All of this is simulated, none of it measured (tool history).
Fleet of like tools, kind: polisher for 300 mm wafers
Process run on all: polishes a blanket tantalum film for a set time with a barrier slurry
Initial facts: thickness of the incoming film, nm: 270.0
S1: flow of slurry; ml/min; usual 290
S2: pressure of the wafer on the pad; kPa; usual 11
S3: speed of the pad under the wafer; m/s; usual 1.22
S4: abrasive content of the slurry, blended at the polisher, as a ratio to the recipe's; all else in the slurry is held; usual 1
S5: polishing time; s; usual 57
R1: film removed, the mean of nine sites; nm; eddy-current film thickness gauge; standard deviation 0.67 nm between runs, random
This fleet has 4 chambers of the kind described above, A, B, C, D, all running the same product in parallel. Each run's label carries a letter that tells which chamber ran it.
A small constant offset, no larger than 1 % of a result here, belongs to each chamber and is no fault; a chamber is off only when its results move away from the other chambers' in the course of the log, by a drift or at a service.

| run | day | S1 | S2 | S3 | S4 | S5 | R1 |
|---|---|---|---|---|---|---|---|
|  | 0.242 | chamber D: worn pad replaced by a new one |
| 1D | 0.342 | 290 | 11 | 1.22 | 1 | 57 | 80.052 |
| 2A | 0.708 | 290 | 11 | 1.22 | 1 | 57 | 79.653 |
| 3B | 0.946 | 290 | 11 | 1.22 | 1 | 57 | 80.171 |
| 4C | 1.292 | 290 | 11 | 1.22 | 1 | 57 | 80.783 |
| 5A | 1.688 | 290 | 11 | 1.22 | 1 | 57 | 80.357 |
|  | 1.796 | chamber B: worn pad replaced by a new one |
| 6B | 1.917 | 290 | 11 | 1.22 | 1 | 57 | 79.59 |
|  | 2.071 | chamber C: worn pad replaced by a new one |
| 7D | 2.204 | 290 | 11 | 1.22 | 1 | 57 | 78.465 |
| 8C | 2.575 | 290 | 11 | 1.22 | 1 | 57 | 80.899 |
|  | 2.612 | chamber A: worn pad replaced by a new one |
| 9D | 2.829 | 290 | 11 | 1.22 | 1 | 57 | 79.667 |
|  | 3.112 | chamber B: slurry blender recalibrated |
| 10B | 3.154 | 290 | 11 | 1.22 | 1 | 57 | 80.553 |
| 11C | 3.521 | 290 | 11 | 1.22 | 1 | 57 | 79.84 |
| 12A | 3.817 | 290 | 11 | 1.22 | 1 | 57 | 78.764 |
|  | 3.875 | chamber D: slurry blender recalibrated |
| 13B | 4.025 | 290 | 11 | 1.22 | 1 | 71 | 100.03 |
| 14D | 4.362 | 290 | 11 | 1.22 | 1 | 71 | 100.13 |
| 15A | 4.608 | 290 | 11 | 1.22 | 1 | 71 | 99.372 |
| 16C | 4.804 | 290 | 11 | 1.22 | 1 | 71 | 98.967 |
|  | 4.862 | chamber A: slurry blender recalibrated |
| 17A | 5.125 | 290 | 11 | 1.22 | 1 | 57 | 79.514 |
|  | 5.179 | chamber D: worn pad replaced by a new one |
| 18C | 5.546 | 325 | 11 | 1.22 | 1 | 57 | 81.185 |
|  | 5.617 | chamber C: slurry blender recalibrated |
|  | 5.688 | chamber B: worn pad replaced by a new one |
|  | 5.821 | chamber C: worn pad replaced by a new one |
| 19B | 5.846 | 325 | 11 | 1.22 | 1 | 57 | 81.921 |
| 20D | 6.183 | 325 | 11 | 1.22 | 1 | 57 | 81.431 |
|  | 6.488 | chamber A: slurry nozzle cleaned |
| 21B | 6.538 | 325 | 11 | 1.22 | 1 | 57 | 81.304 |
| 22D | 6.808 | 290 | 11 | 1.22 | 1 | 57 | 78.919 |
| 23A | 7.225 | 290 | 11 | 1.22 | 1 | 57 | 80.471 |
|  | 7.275 | chamber B: head pressure recalibrated |
| 24C | 7.496 | 290 | 11 | 1.22 | 1 | 57 | 80.135 |
| 25B | 7.775 | 290 | 11 | 1.22 | 1 | 57 | 80.359 |
|  | 7.846 | chamber A: head pressure recalibrated |
| 26C | 7.979 | 290 | 11 | 1.22 | 1 | 57 | 79.977 |
| 27D | 8.238 | 290 | 11 | 1.22 | 1 | 57 | 79.575 |
| 28A | 8.617 | 290 | 11 | 1.22 | 1 | 57 | 81.125 |
| 29B | 8.821 | 290 | 11 | 1.22 | 1 | 57 | 79.607 |
|  | 8.892 | chamber A: worn pad replaced by a new one |
| 30C | 9.217 | 290 | 11 | 1.22 | 1 | 57 | 79.799 |
| 31A | 9.554 | 290 | 9.7 | 0.94 | 1 | 57 | 53.278 |
| 32D | 9.883 | 290 | 9.7 | 0.94 | 1 | 57 | 53.139 |
| 33B | 10.258 | 290 | 9.7 | 0.94 | 1 | 57 | 54.009 |

One chamber off, gauge drift, or nothing amiss beyond the chambers' own small offsets? If it is a chamber, which one, and what is the likeliest cause?

Beyond each chamber's small constant offset nothing stands out, and the gauge stays steady.

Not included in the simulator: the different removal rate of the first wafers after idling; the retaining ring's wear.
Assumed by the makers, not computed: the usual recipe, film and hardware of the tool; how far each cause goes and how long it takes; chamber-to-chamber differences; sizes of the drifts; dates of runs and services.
